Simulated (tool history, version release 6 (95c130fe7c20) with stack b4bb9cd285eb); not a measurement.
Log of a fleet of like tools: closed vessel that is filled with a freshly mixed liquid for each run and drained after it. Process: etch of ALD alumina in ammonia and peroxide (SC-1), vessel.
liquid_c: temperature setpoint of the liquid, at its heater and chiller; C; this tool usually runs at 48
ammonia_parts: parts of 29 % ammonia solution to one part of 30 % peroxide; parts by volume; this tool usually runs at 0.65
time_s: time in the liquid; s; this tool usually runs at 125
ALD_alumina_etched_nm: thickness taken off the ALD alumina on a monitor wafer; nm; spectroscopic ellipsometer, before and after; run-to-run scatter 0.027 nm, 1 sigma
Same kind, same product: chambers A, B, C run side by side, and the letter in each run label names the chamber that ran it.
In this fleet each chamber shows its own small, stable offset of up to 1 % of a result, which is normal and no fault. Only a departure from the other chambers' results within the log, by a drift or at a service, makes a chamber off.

run    day  liquid_c  ammonia_parts  time_s  hours since the thermometer was replaced  hours since the ammonia flow meter was replaced  hours since the drum of ammonia solution was connected  read-back film thickness of the ALD alumina reference wafer, read on the same gauge (nm)  ALD_alumina_etched_nm
 1B  0.212        48           0.65     125                                    1416.5                                           1597.5                                                    35.2                                                                                    110.02                 8.7706
 2C  0.479        48           0.65     125                                    1693.7                                            510.8                                                   354.7                                                                                    110.00                 8.6593
 3A  0.779        48           0.65     125                                     236.8                                            829.5                                                   866.3                                                                                    110.02                 8.7979
 4C  0.954        48           0.65     125                                    1705.1                                            522.2                                                   366.1                                                                                    110.02                 8.6958
 5A  1.108        48           0.65     125                                     244.7                                            837.4                                                   874.2                                                                                    110.00                 8.7690
 6B  1.404        48           0.65     125                                    1445.1                                           1626.1                                                    63.8                                                                                    110.01                 8.7511
 7A  1.596        48           0.65     125                                     256.4                                            849.1                                                   885.9                                                                                    110.01                 8.7669
 8C  1.800        48           0.65     125                                    1725.4                                            542.5                                                   386.4                                                                                    110.00                 8.6515
 9B  2.004        48           0.65     125                                    1459.5                                           1640.5                                                    78.2                                                                                    109.98                 8.6645
10B  2.217        48           0.65     125                                    1464.6                                           1645.6                                                    83.3                                                                                    110.00                 8.6584
11C  2.471        48           0.65     125                                    1741.5                                            558.6                                                   402.5                                                                                    110.01                 8.6871
12A  2.688        48           0.65     125                                     282.6                                            875.3                                                   912.1                                                                                    110.00                 8.7373
     2.854  -- chamber C: new drum of ammonia solution connected
13A  2.892        48           0.65     125                                     287.5                                            880.2                                                   917.0                                                                                    110.00                 8.7485
14C  3.083        48           0.65     125                                    1756.2                                            573.3                                                     5.5                                                                                    110.01                 8.7582
15B  3.371        48           0.65     125                                    1492.3                                           1673.3                                                   111.0                                                                                    110.00                 8.5294
16C  3.604        48           0.65     125                                    1768.7                                            585.8                                                    18.0                                                                                    110.03                 8.6741
17A  3.858        48           0.65     125                                     310.7                                            903.4                                                   940.2                                                                                    109.99                 8.7220
18B  4.100        48           0.65      80                                    1509.8                                           1690.8                                                   128.5                                                                                    110.01                 5.4449
19C  4.354        48           0.65      80                                    1786.7                                            603.8                                                    36.0                                                                                    109.99                 5.5418
20A  4.642        48           0.65      80                                     329.5                                            922.2                                                   959.0                                                                                    110.03                 5.5895
21B  4.838        48           0.65     125                                    1527.5                                           1708.5                                                   146.2                                                                                    110.00                 8.5227
22A  4.992        48           0.65     125                                     337.9                                            930.6                                                   967.4                                                                                    109.99                 8.7152

All 3 chambers run these settings next. Forecast each chamber's results:
23A  5.208        48           0.65     125                                                                                                                                                                                                                                                                   ?
23B  5.208        48           0.65     125                                                                                                                                                                                                                                                                   ?
23C  5.208        48           0.65     125                                                                                                                                                                                                                                                                   ?

run  ALD_alumina_etched_nm
23A                 8.7704
23B                 8.4729
23C                 8.7126
